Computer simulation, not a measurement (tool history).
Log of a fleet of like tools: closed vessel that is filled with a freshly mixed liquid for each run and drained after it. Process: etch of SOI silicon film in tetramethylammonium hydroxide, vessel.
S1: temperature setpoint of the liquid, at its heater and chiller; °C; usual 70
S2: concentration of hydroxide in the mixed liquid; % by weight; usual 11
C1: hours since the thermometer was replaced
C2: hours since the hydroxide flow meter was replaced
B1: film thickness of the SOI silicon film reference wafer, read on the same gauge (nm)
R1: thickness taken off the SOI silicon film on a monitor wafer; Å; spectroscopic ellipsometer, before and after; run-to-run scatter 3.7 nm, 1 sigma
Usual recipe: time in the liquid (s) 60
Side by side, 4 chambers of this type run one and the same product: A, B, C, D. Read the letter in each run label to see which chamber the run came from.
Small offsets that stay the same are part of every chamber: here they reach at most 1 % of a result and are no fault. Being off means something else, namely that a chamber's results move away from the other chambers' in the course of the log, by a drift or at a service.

{"run": "1D", "day": 0.121, "S1": 70, "S2": 11, "time in the liquid (s)": 60, "C1": 461.9, "C2": 266.8, "B1": 90.003, "R1": 4217.8}
{"run": "2A", "day": 0.275, "S1": 70, "S2": 11, "time in the liquid (s)": 60, "C1": 1770.7, "C2": 245.9, "B1": 90.022, "R1": 4193.2}
{"run": "3B", "day": 0.367, "S1": 70, "S2": 11, "time in the liquid (s)": 60, "C1": 584.5, "C2": 126.6, "B1": 89.999, "R1": 4157.6}
{"run": "4C", "day": 0.546, "S1": 70, "S2": 11, "time in the liquid (s)": 60, "C1": 364.9, "C2": 133.1, "B1": 89.969, "R1": 4206}
{"run": "5A", "day": 0.721, "S1": 70, "S2": 11, "time in the liquid (s)": 60, "C1": 1781.4, "C2": 256.6, "B1": 89.996, "R1": 4260.4}
{"run": "6D", "day": 0.812, "S1": 70, "S2": 11, "time in the liquid (s)": 60, "C1": 478.5, "C2": 283.4, "B1": 90.02, "R1": 4174.7}
{"run": "7B", "day": 0.925, "S1": 70, "S2": 11, "time in the liquid (s)": 45, "C1": 597.9, "C2": 140, "B1": 90.015, "R1": 3185.6}
{"run": "8C", "day": 1.1, "S1": 70, "S2": 11, "time in the liquid (s)": 45, "C1": 378.2, "C2": 146.4, "B1": 90.021, "R1": 3248.7}
{"run": "9D", "day": 1.233, "S1": 70, "S2": 11, "time in the liquid (s)": 45, "C1": 488.6, "C2": 293.5, "B1": 89.983, "R1": 3116.3}
{"run": "10A", "day": 1.333, "S1": 70, "S2": 11, "time in the liquid (s)": 45, "C1": 1796.1, "C2": 271.3, "B1": 89.993, "R1": 3197}
{"run": "11C", "day": 1.433, "S1": 70, "S2": 11, "time in the liquid (s)": 60, "C1": 386.2, "C2": 154.4, "B1": 90.012, "R1": 4391.3}
{"run": "12B", "day": 1.621, "S1": 65.5, "S2": 11, "time in the liquid (s)": 45, "C1": 614.6, "C2": 156.7, "B1": 89.973, "R1": 2424.6}
{"run": "13B", "day": 1.708, "S1": 65.5, "S2": 11, "time in the liquid (s)": 45, "C1": 616.7, "C2": 158.8, "B1": 90.018, "R1": 2425.7}
{"run": "14A", "day": 1.842, "S1": 65.5, "S2": 11, "time in the liquid (s)": 45, "C1": 1808.3, "C2": 283.5, "B1": 89.981, "R1": 2437.4}
{"run": "15D", "day": 1.967, "S1": 65.5, "S2": 11, "time in the liquid (s)": 45, "C1": 506.2, "C2": 311.1, "B1": 90.003, "R1": 2442}
{"run": "16C", "day": 2.058, "S1": 67.5, "S2": 13, "time in the liquid (s)": 60, "C1": 401.2, "C2": 169.4, "B1": 90.016, "R1": 3555.4}
{"run": "17A", "day": 2.171, "S1": 67.5, "S2": 13, "time in the liquid (s)": 60, "C1": 1816.2, "C2": 291.4, "B1": 90.02, "R1": 3413.4}
{"run": "18D", "day": 2.283, "S1": 67.5, "S2": 13, "time in the liquid (s)": 60, "C1": 513.8, "C2": 318.7, "B1": 90.012, "R1": 3416.6}
{"run": "19B", "day": 2.388, "S1": 67.5, "S2": 13, "time in the liquid (s)": 60, "C1": 633, "C2": 175.1, "B1": 90.006, "R1": 3369.6}
{"run": "20C", "day": 2.529, "S1": 70, "S2": 11, "time in the liquid (s)": 60, "C1": 412.5, "C2": 180.7, "B1": 89.994, "R1": 4473.8}
{"run": "21B", "day": 2.717, "S1": 70, "S2": 11, "time in the liquid (s)": 60, "C1": 640.9, "C2": 183, "B1": 90.029, "R1": 4265.5}
{"run": "22C", "day": 2.829, "S1": 70, "S2": 11, "time in the liquid (s)": 60, "C1": 419.7, "C2": 187.9, "B1": 90.023, "R1": 4508.6}
{"run": "23A", "day": 2.954, "S1": 70, "S2": 11, "time in the liquid (s)": 60, "C1": 1835, "C2": 310.2, "B1": 90.009, "R1": 4235.7}
{"run": "24D", "day": 3.15, "S1": 70, "S2": 11, "time in the liquid (s)": 60, "C1": 534.6, "C2": 339.5, "B1": 89.99, "R1": 4228.6}
{"run": "25A", "day": 3.271, "S1": 70, "S2": 12.5, "time in the liquid (s)": 85, "C1": 1842.6, "C2": 317.8, "B1": 90.006, "R1": 5681.3}
{"run": "26D", "day": 3.425, "S1": 70, "S2": 12.5, "time in the liquid (s)": 85, "C1": 541.2, "C2": 346.1, "B1": 90.013, "R1": 5672.8}

Decide between three cases: one chamber stands off from its peers, the gauge reading all wafers drifts, or nothing is wrong past each chamber's small offset. Where a chamber is off, say which and what most likely put it there.

One chamber, C, drifts off from the rest bit by bit.
Likeliest cause: liquid hotter than its thermometer reads (K) = 1.46.

Here are 4 candidates for chamber C's next run, each the usual settings with a change, their results left as question marks. Which one brings its results back in line with what the others give on the usual settings?
In line means no further than this from the other chambers' mean on the usual settings: R1 130 Å
{"run": "27C-1", "day": 3.575, "S1": 69.5, "S2": 11, "time in the liquid (s)": 60, "R1": "?"}
{"run": "27C-2", "day": 3.575, "S1": 70, "S2": 11, "time in the liquid (s)": 65, "R1": "?"}
{"run": "27C-3", "day": 3.575, "S1": 70.5, "S2": 11, "time in the liquid (s)": 60, "R1": "?"}
{"run": "27C-4", "day": 3.575, "S1": 70, "S2": 13.5, "time in the liquid (s)": 60, "R1": "?"}

On the usual settings, the other chambers give on average: R1 4225.5 Å
run=27C-1 R1=4519.1
run=27C-2 R1=5040.5
run=27C-3 R1=4792.7
run=27C-4 R1=4268.1
Change 27C-4 lands the chamber within the allowed miss of the other chambers.

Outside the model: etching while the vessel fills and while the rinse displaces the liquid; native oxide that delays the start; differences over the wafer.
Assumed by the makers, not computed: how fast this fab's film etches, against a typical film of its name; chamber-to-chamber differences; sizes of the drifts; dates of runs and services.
